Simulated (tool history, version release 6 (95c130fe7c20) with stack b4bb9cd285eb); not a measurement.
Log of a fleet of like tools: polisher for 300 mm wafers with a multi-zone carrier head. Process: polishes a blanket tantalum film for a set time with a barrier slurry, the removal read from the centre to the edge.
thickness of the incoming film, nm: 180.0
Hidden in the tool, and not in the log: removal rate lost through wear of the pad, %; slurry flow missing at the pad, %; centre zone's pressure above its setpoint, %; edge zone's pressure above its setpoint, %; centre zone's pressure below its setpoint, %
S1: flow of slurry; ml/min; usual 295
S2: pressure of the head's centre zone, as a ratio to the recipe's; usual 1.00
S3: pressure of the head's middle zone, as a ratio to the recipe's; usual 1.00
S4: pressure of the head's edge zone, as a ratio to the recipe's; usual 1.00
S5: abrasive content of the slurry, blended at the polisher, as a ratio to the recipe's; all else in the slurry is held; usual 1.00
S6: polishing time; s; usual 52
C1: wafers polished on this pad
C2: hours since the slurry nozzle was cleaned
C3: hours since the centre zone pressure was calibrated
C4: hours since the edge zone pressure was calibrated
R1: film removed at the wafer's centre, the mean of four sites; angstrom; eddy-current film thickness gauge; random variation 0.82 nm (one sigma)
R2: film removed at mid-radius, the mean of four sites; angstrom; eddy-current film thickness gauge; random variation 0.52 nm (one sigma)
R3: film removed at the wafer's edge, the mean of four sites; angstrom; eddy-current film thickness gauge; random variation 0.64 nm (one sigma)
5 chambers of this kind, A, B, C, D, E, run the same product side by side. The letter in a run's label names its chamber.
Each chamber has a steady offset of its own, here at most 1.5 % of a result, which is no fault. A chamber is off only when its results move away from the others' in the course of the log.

-- day=0.217 chamber D: worn pad replaced by a new one
run 1A day=0.362 | S1=295 S2=1.00 S3=1.00 S4=1.00 S5=1.00 S6=52 | C1=679 C2=356.1 C3=790.4 C4=891.6 | R1=560.95 R2=563.10 R3=553.28
run 2D day=0.642 | S1=295 S2=1.00 S3=1.00 S4=1.00 S5=1.00 S6=52 | C1=81 C2=634.5 C3=329.7 C4=296.5 | R1=536.95 R2=558.30 R3=549.23
-- day=1.021 chamber A: worn pad replaced by a new one
run 3B day=1.088 | S1=295 S2=1.00 S3=1.00 S4=1.00 S5=1.00 S6=52 | C1=664 C2=481.3 C3=117.5 C4=341.4 | R1=575.41 R2=559.79 R3=559.81
run 4E day=1.342 | S1=295 S2=1.00 S3=1.00 S4=1.00 S5=1.00 S6=52 | C1=378 C2=55.3 C3=830.5 C4=232.3 | R1=549.68 R2=561.19 R3=553.53
run 5C day=1.612 | S1=295 S2=1.00 S3=1.00 S4=1.00 S5=1.00 S6=52 | C1=596 C2=278.8 C3=1052.2 C4=650.4 | R1=554.92 R2=550.02 R3=554.82
-- day=1.888 chamber D: slurry nozzle cleaned
run 6B day=1.904 | S1=295 S2=1.00 S3=1.00 S4=1.00 S5=1.00 S6=52 | C1=820 C2=500.9 C3=137.1 C4=361.0 | R1=566.09 R2=555.50 R3=557.83
run 7E day=2.250 | S1=295 S2=1.00 S3=1.00 S4=1.00 S5=1.00 S6=52 | C1=551 C2=77.1 C3=852.3 C4=254.1 | R1=559.99 R2=555.44 R3=552.58
-- day=2.471 chamber C: worn pad replaced by a new one
run 8A day=2.642 | S1=295 S2=1.00 S3=1.00 S4=1.00 S5=1.00 S6=52 | C1=310 C2=410.8 C3=845.1 C4=946.3 | R1=545.64 R2=561.12 R3=567.52
-- day=2.888 chamber D: edge zone pressure recalibrated
run 9D day=2.912 | S1=295 S2=1.00 S3=1.00 S4=1.00 S5=1.00 S6=52 | C1=515 C2=24.7 C3=384.2 C4=0.6 | R1=555.69 R2=554.26 R3=567.98
-- day=3.054 chamber D: worn pad replaced by a new one
run 10C day=3.267 | S1=295 S2=1.00 S3=1.00 S4=1.00 S5=1.00 S6=52 | C1=152 C2=318.5 C3=1091.9 C4=690.1 | R1=563.52 R2=559.67 R3=543.45
-- day=3.429 chamber A: slurry nozzle cleaned
run 11C day=3.625 | S1=295 S2=1.00 S3=1.00 S4=1.00 S5=1.00 S6=52 | C1=220 C2=327.1 C3=1100.5 C4=698.7 | R1=553.13 R2=547.88 R3=561.07
run 12A day=3.921 | S1=295 S2=1.00 S3=1.00 S4=1.00 S5=1.00 S6=52 | C1=554 C2=11.8 C3=875.8 C4=977.0 | R1=554.86 R2=555.14 R3=562.28
-- day=4.208 chamber E: worn pad replaced by a new one
run 13B day=4.321 | S1=295 S2=1.00 S3=1.00 S4=1.00 S5=1.00 S6=52 | C1=1282 C2=558.9 C3=195.1 C4=419.0 | R1=551.53 R2=554.90 R3=558.76
run 14D day=4.733 | S1=295 S2=1.00 S3=1.00 S4=1.00 S5=1.00 S6=52 | C1=320 C2=68.4 C3=427.9 C4=44.3 | R1=555.08 R2=550.92 R3=562.79
run 15E day=5.188 | S1=295 S2=0.95 S3=1.00 S4=1.00 S5=1.00 S6=52 | C1=187 C2=147.6 C3=922.8 C4=324.6 | R1=531.78 R2=556.83 R3=559.53
run 16B day=5.471 | S1=295 S2=0.95 S3=1.00 S4=1.00 S5=1.00 S6=52 | C1=1502 C2=586.5 C3=222.7 C4=446.6 | R1=514.12 R2=535.80 R3=551.72
-- day=5.542 chamber A: worn pad replaced by a new one
run 17D day=5.700 | S1=295 S2=0.95 S3=1.00 S4=1.00 S5=1.00 S6=52 | C1=505 C2=91.6 C3=451.1 C4=67.5 | R1=516.29 R2=554.64 R3=554.52
run 18E day=6.125 | S1=295 S2=0.95 S3=1.00 S4=1.00 S5=1.00 S6=52 | C1=366 C2=170.1 C3=945.3 C4=347.1 | R1=537.12 R2=558.82 R3=550.82
-- day=6.129 chamber C: worn pad replaced by a new one
-- day=6.183 chamber D: worn pad replaced by a new one
run 19C day=6.371 | S1=295 S2=0.95 S3=1.00 S4=1.00 S5=1.00 S6=52 | C1=46 C2=393.0 C3=1166.4 C4=764.6 | R1=522.30 R2=557.70 R3=562.95
run 20A day=6.692 | S1=295 S2=1.00 S3=1.00 S4=1.00 S5=1.00 S6=52 | C1=220 C2=78.3 C3=942.3 C4=1043.5 | R1=550.79 R2=567.03 R3=559.77
-- day=6.800 chamber C: centre zone pressure recalibrated
run 21D day=6.996 | S1=295 S2=1.00 S3=1.00 S4=1.00 S5=1.00 S6=52 | C1=155 C2=122.7 C3=482.2 C4=98.6 | R1=550.88 R2=558.98 R3=569.72
run 22C day=7.354 | S1=295 S2=1.04 S3=1.00 S4=1.00 S5=0.75 S6=52 | C1=234 C2=416.6 C3=13.4 C4=788.2 | R1=552.63 R2=497.37 R3=506.47
run 23B day=7.638 | S1=295 S2=1.04 S3=1.00 S4=1.00 S5=0.75 S6=52 | C1=1916 C2=638.5 C3=274.7 C4=498.6 | R1=516.77 R2=482.70 R3=479.02
run 24E day=8.029 | S1=295 S2=1.04 S3=1.00 S4=1.00 S5=0.75 S6=52 | C1=730 C2=215.8 C3=991.0 C4=392.8 | R1=543.32 R2=505.72 R3=506.03
run 25A day=8.242 | S1=295 S2=1.04 S3=1.00 S4=1.00 S5=0.75 S6=52 | C1=516 C2=115.5 C3=979.5 C4=1080.7 | R1=529.98 R2=512.64 R3=514.76
-- day=8.525 chamber E: worn pad replaced by a new one
run 26E day=8.650 | S1=295 S2=1.04 S3=1.00 S4=1.00 S5=0.75 S6=52 | C1=24 C2=230.7 C3=1005.9 C4=407.7 | R1=540.03 R2=514.79 R3=509.53
-- day=8.796 chamber D: worn pad replaced by a new one
run 27D day=8.958 | S1=295 S2=0.96 S3=1.00 S4=1.07 S5=1.00 S6=52 | C1=31 C2=169.8 C3=529.3 C4=145.7 | R1=515.36 R2=556.24 R3=575.44
run 28C day=9.275 | S1=295 S2=0.96 S3=1.00 S4=1.07 S5=1.00 S6=52 | C1=601 C2=462.7 C3=59.5 C4=834.3 | R1=531.80 R2=552.09 R3=572.75
-- day=9.504 chamber E: centre zone pressure recalibrated
-- day=9.550 chamber C: worn pad replaced by a new one
-- day=9.567 chamber A: worn pad replaced by a new one
run 29A day=9.738 | S1=295 S2=0.96 S3=1.00 S4=1.07 S5=1.00 S6=52 | C1=33 C2=151.4 C3=1015.4 C4=1116.6 | R1=537.03 R2=561.27 R3=571.42
-- day=9.921 chamber B: slurry nozzle cleaned
run 30B day=9.938 | S1=295 S2=0.96 S3=1.00 S4=1.07 S5=1.00 S6=52 | C1=2355 C2=0.5 C3=329.9 C4=553.8 | R1=507.80 R2=526.45 R3=540.68
run 31C day=10.271 | S1=295 S2=0.96 S3=1.00 S4=1.07 S5=1.00 S6=52 | C1=137 C2=486.6 C3=83.4 C4=858.2 | R1=535.19 R2=561.29 R3=571.42
run 32D day=10.550 | S1=295 S2=1.00 S3=1.04 S4=1.00 S5=1.30 S6=52 | C1=335 C2=208.0 C3=567.5 C4=183.9 | R1=580.91 R2=621.51 R3=599.39
run 33B day=10.954 | S1=295 S2=1.00 S3=1.04 S4=1.00 S5=1.30 S6=52 | C1=2549 C2=24.9 C3=354.3 C4=578.2 | R1=566.79 R2=580.29 R3=541.09
run 34A day=11.167 | S1=295 S2=1.00 S3=1.04 S4=1.00 S5=1.30 S6=52 | C1=306 C2=185.7 C3=1049.7 C4=1150.9 | R1=588.85 R2=624.66 R3=599.85
run 35E day=11.554 | S1=295 S2=1.00 S3=1.04 S4=1.00 S5=1.30 S6=52 | C1=579 C2=300.4 C3=49.3 C4=477.4 | R1=602.92 R2=632.99 R3=607.45
-- day=11.654 chamber D: worn pad replaced by a new one
run 36A day=11.954 | S1=295 S2=1.00 S3=1.04 S4=1.00 S5=1.30 S6=52 | C1=456 C2=204.6 C3=1068.6 C4=1169.8 | R1=592.21 R2=608.86 R3=599.02
-- day=11.996 chamber C: edge zone pressure recalibrated
-- day=12.321 chamber D: centre zone pressure recalibrated
run 37C day=12.375 | S1=295 S2=1.00 S3=1.00 S4=1.00 S5=1.00 S6=52 | C1=539 C2=537.1 C3=133.9 C4=9.1 | R1=547.49 R2=558.21 R3=551.40
run 38E day=12.817 | S1=295 S2=1.00 S3=1.00 S4=1.00 S5=1.00 S6=42 | C1=820 C2=330.7 C3=79.6 C4=507.7 | R1=458.32 R2=455.58 R3=460.02
run 39D day=13.058 | S1=295 S2=1.00 S3=1.00 S4=1.00 S5=1.00 S6=42 | C1=268 C2=268.2 C3=17.7 C4=244.1 | R1=449.41 R2=453.83 R3=446.50
run 40B day=13.471 | S1=295 S2=1.00 S3=1.00 S4=1.00 S5=1.00 S6=42 | C1=3030 C2=85.3 C3=414.7 C4=638.6 | R1=400.43 R2=400.19 R3=408.20

All 5 chambers run these settings next. Forecast each chamber's results:
run 41A day=13.800 | S1=295 S2=1.07 S3=1.00 S4=1.00 S5=1.00 S6=52 | R1=? R2=? R3=?
run 41B day=13.800 | S1=295 S2=1.07 S3=1.00 S4=1.00 S5=1.00 S6=52 | R1=? R2=? R3=?
run 41C day=13.800 | S1=295 S2=1.07 S3=1.00 S4=1.00 S5=1.00 S6=52 | R1=? R2=? R3=?
run 41D day=13.800 | S1=295 S2=1.07 S3=1.00 S4=1.00 S5=1.00 S6=52 | R1=? R2=? R3=?
run 41E day=13.800 | S1=295 S2=1.07 S3=1.00 S4=1.00 S5=1.00 S6=52 | R1=? R2=? R3=?

run=41A R1=611.73 R2=557.97 R3=549.12
run=41B R1=541.06 R2=508.23 R3=501.08
run=41C R1=575.02 R2=548.64 R3=549.55
run=41D R1=588.03 R2=563.75 R3=562.38
run=41E R1=595.00 R2=554.00 R3=552.24
